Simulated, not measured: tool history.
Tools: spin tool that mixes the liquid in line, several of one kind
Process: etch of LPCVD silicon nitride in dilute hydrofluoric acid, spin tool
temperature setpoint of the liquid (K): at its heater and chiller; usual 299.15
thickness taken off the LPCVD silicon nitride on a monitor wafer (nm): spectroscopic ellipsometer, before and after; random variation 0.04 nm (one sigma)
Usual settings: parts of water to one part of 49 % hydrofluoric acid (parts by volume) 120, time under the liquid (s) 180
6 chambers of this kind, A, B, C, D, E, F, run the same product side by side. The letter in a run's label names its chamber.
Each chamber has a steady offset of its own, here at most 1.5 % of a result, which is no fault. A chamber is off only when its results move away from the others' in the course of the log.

run   hour  temperature setpoint of the liquid (K)  parts of water to one part of 49 % hydrofluoric acid (parts by volume)  time under the liquid (s)  read-back film thickness of the LPCVD silicon nitride reference wafer, read on the same gauge (nm)  thickness taken off the LPCVD silicon nitride on a monitor wafer (nm)
 1F    4.5                                  299.15                                                                     120                        180                                                                                              120.02                                                                0.67536
 2E    7.6                                  299.15                                                                     120                        180                                                                                                 120                                                                0.70261
 3A   11.8                                  299.15                                                                     120                        180                                                                                              119.99                                                                0.65634
 4D   14.3                                  299.15                                                                     120                        180                                                                                              119.98                                                                0.76773
 5C   19.1                                  299.15                                                                     120                        180                                                                                              119.98                                                                0.70222
 6B   21.5                                  299.15                                                                     120                        180                                                                                              120.02                                                                0.68846
 7B   24.6                                  302.65                                                                     120                        110                                                                                              120.01                                                                0.56137
 8D   27.7                                  302.65                                                                     120                        110                                                                                                 120                                                                 0.6342
 9C   31.8                                  302.65                                                                     120                        110                                                                                              119.96                                                                0.52209
10A   34.1                                  302.65                                                                     120                        110                                                                                              119.99                                                                0.54106
11F   38.5                                  302.65                                                                     120                        110                                                                                              120.02                                                                0.54635
12E   42.7                                  302.65                                                                     120                        110                                                                                                 120                                                                0.59478
13F   45.8                                  299.15                                                                     120                        180                                                                                              120.01                                                                0.77643
14B   48.2                                  299.15                                                                     120                        180                                                                                              119.98                                                                0.78576
15C   50.5                                  299.15                                                                     120                        180                                                                                              120.01                                                                0.77239
16D   53.4                                  296.65                                                                     120                        230                                                                                              119.99                                                                0.77189
17E   58.2                                  296.65                                                                     120                        230                                                                                              120.02                                                                0.88134
18A   60.9                                  296.65                                                                     120                        230                                                                                              119.97                                                                0.80952
19F     65                                  296.65                                                                     120                        230                                                                                              119.95                                                                0.87494
20B   69.5                                  296.65                                                                     120                        230                                                                                              120.04                                                                0.74508
21E   72.1                                  296.65                                                                     120                        230                                                                                              119.98                                                                0.88922
22A   74.5                                  299.15                                                                     120                        180                                                                                              119.95                                                                0.74805
23D   78.4                                  295.65                                                                     120                        180                                                                                              119.98                                                                0.64043
24C   81.2                                  295.65                                                                     120                        180                                                                                              119.99                                                                0.60692
25A   84.6                                  295.65                                                                     120                        180                                                                                              119.98                                                                 0.5881
26E   87.6                                  295.65                                                                     120                        180                                                                                              119.98                                                                0.61282
27D   90.1                                  295.65                                                                     120                        180                                                                                              120.07                                                                0.62227
28B   92.7                                  295.65                                                                     120                        180                                                                                              119.99                                                                0.59628
29F   95.6                                  299.15                                                                      85                        140                                                                                              120.01                                                                0.80719
30C   99.1                                  299.15                                                                      85                        140                                                                                              119.97                                                                0.82534
31A  103.3                                  299.15                                                                      85                        140                                                                                              119.98                                                                0.80657
32E  108.1                                  299.15                                                                      85                        140                                                                                              119.98                                                                0.81388
33C  111.3                                  299.15                                                                      85                        140                                                                                              119.96                                                                0.76998
34D  114.8                                  299.15                                                                      85                        140                                                                                              119.99                                                                0.86059
35F  118.2                                  299.15                                                                     120                        180                                                                                              120.03                                                                0.74507
36B  120.5                                  299.15                                                                     120                        180                                                                                              120.06                                                                0.73132
37F  123.4                                  299.15                                                                     120                        180                                                                                              119.98                                                                0.70256
38E  127.7                                  299.15                                                                     120                        180                                                                                              120.01                                                                0.72852
39C  131.1                                  299.15                                                                     120                        180                                                                                              119.99                                                                0.76336
40B  133.9                                  299.15                                                                     120                        180                                                                                                 120                                                                0.73479
41D  138.6                                  299.15                                                                     120                        180                                                                                              120.02                                                                0.73849
42A  141.8                                  299.15                                                                     120                        180                                                                                                 120                                                                0.69632
43A  146.5                                  299.15                                                                     120                        180                                                                                              120.06                                                                0.77976

Next, every chamber runs the same settings. What will each give?
44A   150                                  299.15                                                                     120                        180                                                                                                                                                                          ?
44B   150                                  299.15                                                                     120                        180                                                                                                                                                                          ?
44C   150                                  299.15                                                                     120                        180                                                                                                                                                                          ?
44D   150                                  299.15                                                                     120                        180                                                                                                                                                                          ?
44E   150                                  299.15                                                                     120                        180                                                                                                                                                                          ?
44F   150                                  299.15                                                                     120                        180                                                                                                                                                                          ?

run  thickness taken off the LPCVD silicon nitride on a monitor wafer (nm)
44A                                                                0.77209
44B                                                                0.76496
44C                                                                0.77164
44D                                                                0.76016
44E                                                                0.69159
44F                                                                0.70136
